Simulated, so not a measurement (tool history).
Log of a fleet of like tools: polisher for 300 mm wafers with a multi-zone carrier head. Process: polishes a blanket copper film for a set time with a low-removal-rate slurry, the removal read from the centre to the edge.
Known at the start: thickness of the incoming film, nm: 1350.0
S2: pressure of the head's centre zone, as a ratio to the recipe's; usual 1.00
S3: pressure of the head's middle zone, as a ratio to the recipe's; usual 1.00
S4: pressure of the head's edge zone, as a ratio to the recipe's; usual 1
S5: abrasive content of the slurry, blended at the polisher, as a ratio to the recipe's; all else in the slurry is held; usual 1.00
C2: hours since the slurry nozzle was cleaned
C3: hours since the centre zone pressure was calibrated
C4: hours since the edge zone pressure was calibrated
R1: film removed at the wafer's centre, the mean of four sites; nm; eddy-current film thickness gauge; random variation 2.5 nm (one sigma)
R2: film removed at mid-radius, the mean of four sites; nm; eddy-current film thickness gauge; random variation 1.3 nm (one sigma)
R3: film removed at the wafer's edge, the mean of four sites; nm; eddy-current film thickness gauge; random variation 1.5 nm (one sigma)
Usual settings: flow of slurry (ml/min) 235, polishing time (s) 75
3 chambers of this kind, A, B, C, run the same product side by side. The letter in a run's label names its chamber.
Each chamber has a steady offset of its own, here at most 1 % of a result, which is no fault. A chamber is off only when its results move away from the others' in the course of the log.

Run 1C, hour 3.8: usual settings; wafers polished on this pad 43; C2 276.6; C3 764.0; C4 194.6. Result: R1 163.61 nm, R2 167.98 nm, R3 169.62 nm.
Run 2B, hour 7.5: usual settings; wafers polished on this pad 330; C2 309.3; C3 914.2; C4 33.7. Result: R1 172.16 nm, R2 166.77 nm, R3 169.52 nm.
At hour 10.8: chamber A: worn pad replaced by a new one.
Run 3A, hour 12.1: usual settings; wafers polished on this pad 8; C2 202.9; C3 221.4; C4 290.7. Result: R1 163.67 nm, R2 168.41 nm, R3 168.45 nm.
Run 4C, hour 16.8: usual settings; wafers polished on this pad 124; C2 289.6; C3 777.0; C4 207.6. Result: R1 166.07 nm, R2 166.09 nm, R3 168.11 nm.
Run 5A, hour 21.2: usual settings; wafers polished on this pad 64; C2 212.0; C3 230.5; C4 299.8. Result: R1 167.82 nm, R2 165.65 nm, R3 165.52 nm.
Run 6B, hour 24.7: usual settings but S2 1.04, polishing time (s) 90; wafers polished on this pad 436; C2 326.5; C3 931.4; C4 50.9. Result: R1 212.31 nm, R2 200.51 nm, R3 202.03 nm.
At hour 24.9: chamber A: slurry nozzle cleaned.
Run 7B, hour 28.6: usual settings but S2 1.04, polishing time (s) 90; wafers polished on this pad 460; C2 330.4; C3 935.3; C4 54.8. Result: R1 204.91 nm, R2 199.17 nm, R3 202.80 nm.
Run 8A, hour 33.1: usual settings but S2 1.04, polishing time (s) 90; wafers polished on this pad 138; C2 8.2; C3 242.4; C4 311.7. Result: R1 204.78 nm, R2 203.14 nm, R3 204.51 nm.
Run 9C, hour 38.5: usual settings; wafers polished on this pad 258; C2 311.3; C3 798.7; C4 229.3. Result: R1 167.63 nm, R2 167.63 nm, R3 168.19 nm.
Run 10C, hour 44.6: usual settings; wafers polished on this pad 295; C2 317.4; C3 804.8; C4 235.4. Result: R1 170.93 nm, R2 170.88 nm, R3 167.80 nm.
Run 11B, hour 48.2: usual settings but S2 0.94; wafers polished on this pad 581; C2 350.0; C3 954.9; C4 74.4. Result: R1 157.59 nm, R2 168.18 nm, R3 167.18 nm.
Run 12A, hour 53.2: usual settings but S2 0.94; wafers polished on this pad 262; C2 28.3; C3 262.5; C4 331.8. Result: R1 155.62 nm, R2 165.71 nm, R3 167.79 nm.
Run 13A, hour 58.9: usual settings but S2 0.94; wafers polished on this pad 297; C2 34.0; C3 268.2; C4 337.5. Result: R1 155.96 nm, R2 165.39 nm, R3 166.03 nm.
Run 14C, hour 65.0: usual settings; wafers polished on this pad 422; C2 337.8; C3 825.2; C4 255.8. Result: R1 166.65 nm, R2 165.14 nm, R3 166.46 nm.
Run 15B, hour 70.0: usual settings; wafers polished on this pad 716; C2 371.8; C3 976.7; C4 96.2. Result: R1 165.89 nm, R2 169.57 nm, R3 169.20 nm.
Run 16A, hour 74.5: usual settings; wafers polished on this pad 394; C2 49.6; C3 283.8; C4 353.1. Result: R1 170.67 nm, R2 166.62 nm, R3 168.34 nm.
Run 17C, hour 78.9: usual settings; wafers polished on this pad 508; C2 351.7; C3 839.1; C4 269.7. Result: R1 168.89 nm, R2 165.23 nm, R3 169.49 nm.
Run 18B, hour 85.0: usual settings; wafers polished on this pad 809; C2 386.8; C3 991.7; C4 111.2. Result: R1 171.33 nm, R2 168.69 nm, R3 171.07 nm.
Run 19A, hour 90.9: usual settings; wafers polished on this pad 495; C2 66.0; C3 300.2; C4 369.5. Result: R1 168.02 nm, R2 165.33 nm, R3 168.71 nm.
Run 20B, hour 96.9: usual settings; wafers polished on this pad 882; C2 398.7; C3 1003.6; C4 123.1. Result: R1 169.72 nm, R2 167.94 nm, R3 167.66 nm.
At hour 98.8: chamber A: worn pad replaced by a new one.
Run 21C, hour 100.9: usual settings; wafers polished on this pad 644; C2 373.7; C3 861.1; C4 291.7. Result: R1 169.24 nm, R2 166.02 nm, R3 168.78 nm.
Run 22A, hour 104.0: usual settings but flow of slurry (ml/min) 300; wafers polished on this pad 32; C2 79.1; C3 313.3; C4 382.6. Result: R1 169.67 nm, R2 172.24 nm, R3 169.85 nm.
Run 23C, hour 107.1: usual settings but flow of slurry (ml/min) 300; wafers polished on this pad 682; C2 379.9; C3 867.3; C4 297.9. Result: R1 174.52 nm, R2 170.88 nm, R3 171.57 nm.
Run 24B, hour 111.8: usual settings but flow of slurry (ml/min) 300; wafers polished on this pad 974; C2 413.6; C3 1018.5; C4 138.0. Result: R1 176.72 nm, R2 173.41 nm, R3 175.96 nm.
Run 25A, hour 115.7: usual settings; wafers polished on this pad 104; C2 90.8; C3 325.0; C4 394.3. Result: R1 166.75 nm, R2 164.72 nm, R3 167.85 nm.
At hour 116.6: chamber B: slurry nozzle cleaned.
Run 26C, hour 119.2: usual settings; wafers polished on this pad 757; C2 392.0; C3 879.4; C4 310.0. Result: R1 166.32 nm, R2 167.64 nm, R3 168.72 nm.
Run 27B, hour 123.1: usual settings; wafers polished on this pad 1044; C2 6.6; C3 1029.8; C4 149.3. Result: R1 168.81 nm, R2 169.18 nm, R3 169.86 nm.
Run 28A, hour 126.2: usual settings; wafers polished on this pad 169; C2 101.3; C3 335.5; C4 404.8. Result: R1 167.61 nm, R2 167.01 nm, R3 167.84 nm.
Run 29C, hour 130.6: usual settings; wafers polished on this pad 827; C2 403.4; C3 890.8; C4 321.4. Result: R1 165.09 nm, R2 165.11 nm, R3 167.56 nm.
Run 30B, hour 133.3: usual settings; wafers polished on this pad 1107; C2 16.8; C3 1040.0; C4 159.5. Result: R1 173.24 nm, R2 169.88 nm, R3 167.72 nm.
Run 31B, hour 136.3: usual settings; wafers polished on this pad 1126; C2 19.8; C3 1043.0; C4 162.5. Result: R1 165.74 nm, R2 168.03 nm, R3 167.89 nm.
Run 32A, hour 140.8: usual settings; wafers polished on this pad 259; C2 115.9; C3 350.1; C4 419.4. Result: R1 167.10 nm, R2 168.54 nm, R3 165.11 nm.
Run 33C, hour 144.7: usual settings; wafers polished on this pad 914; C2 417.5; C3 904.9; C4 335.5. Result: R1 167.62 nm, R2 168.28 nm, R3 167.86 nm.
Run 34A, hour 148.5: usual settings; wafers polished on this pad 307; C2 123.6; C3 357.8; C4 427.1. Result: R1 161.76 nm, R2 165.27 nm, R3 165.81 nm.
At hour 149.4: chamber B: worn pad replaced by a new one.
Run 35B, hour 152.5: usual settings; wafers polished on this pad 19; C2 36.0; C3 1059.2; C4 178.7. Result: R1 168.36 nm, R2 169.73 nm, R3 170.99 nm.
Run 36C, hour 156.6: usual settings but S5 0.85; wafers polished on this pad 988; C2 429.4; C3 916.8; C4 347.4. Result: R1 161.23 nm, R2 160.72 nm, R3 162.71 nm.
At hour 159.3: chamber C: worn pad replaced by a new one.
Run 37C, hour 160.8: usual settings but S5 0.85; wafers polished on this pad 9; C2 433.6; C3 921.0; C4 351.6. Result: R1 162.84 nm, R2 160.77 nm, R3 162.90 nm.
Run 38B, hour 164.4: usual settings but S5 0.85; wafers polished on this pad 93; C2 47.9; C3 1071.1; C4 190.6. Result: R1 166.11 nm, R2 164.27 nm, R3 165.83 nm.
Run 39A, hour 167.1: usual settings; wafers polished on this pad 422; C2 142.2; C3 376.4; C4 445.7. Result: R1 162.21 nm, R2 166.34 nm, R3 168.39 nm.
Run 40A, hour 170.0: usual settings; wafers polished on this pad 440; C2 145.1; C3 379.3; C4 448.6. Result: R1 168.95 nm, R2 167.82 nm, R3 164.62 nm.
Run 41B, hour 176.0: usual settings; wafers polished on this pad 164; C2 59.5; C3 1082.7; C4 202.2. Result: R1 167.64 nm, R2 169.50 nm, R3 168.99 nm.
Run 42C, hour 181.6: usual settings; wafers polished on this pad 138; C2 454.4; C3 941.8; C4 372.4. Result: R1 168.07 nm, R2 168.61 nm, R3 165.37 nm.

Is one chamber off against the others, does the gauge drift, or is nothing wrong? If a chamber is off, say which, and what the likeliest cause is.

No chamber stands off beyond its own small offset, and the gauge holds steady.
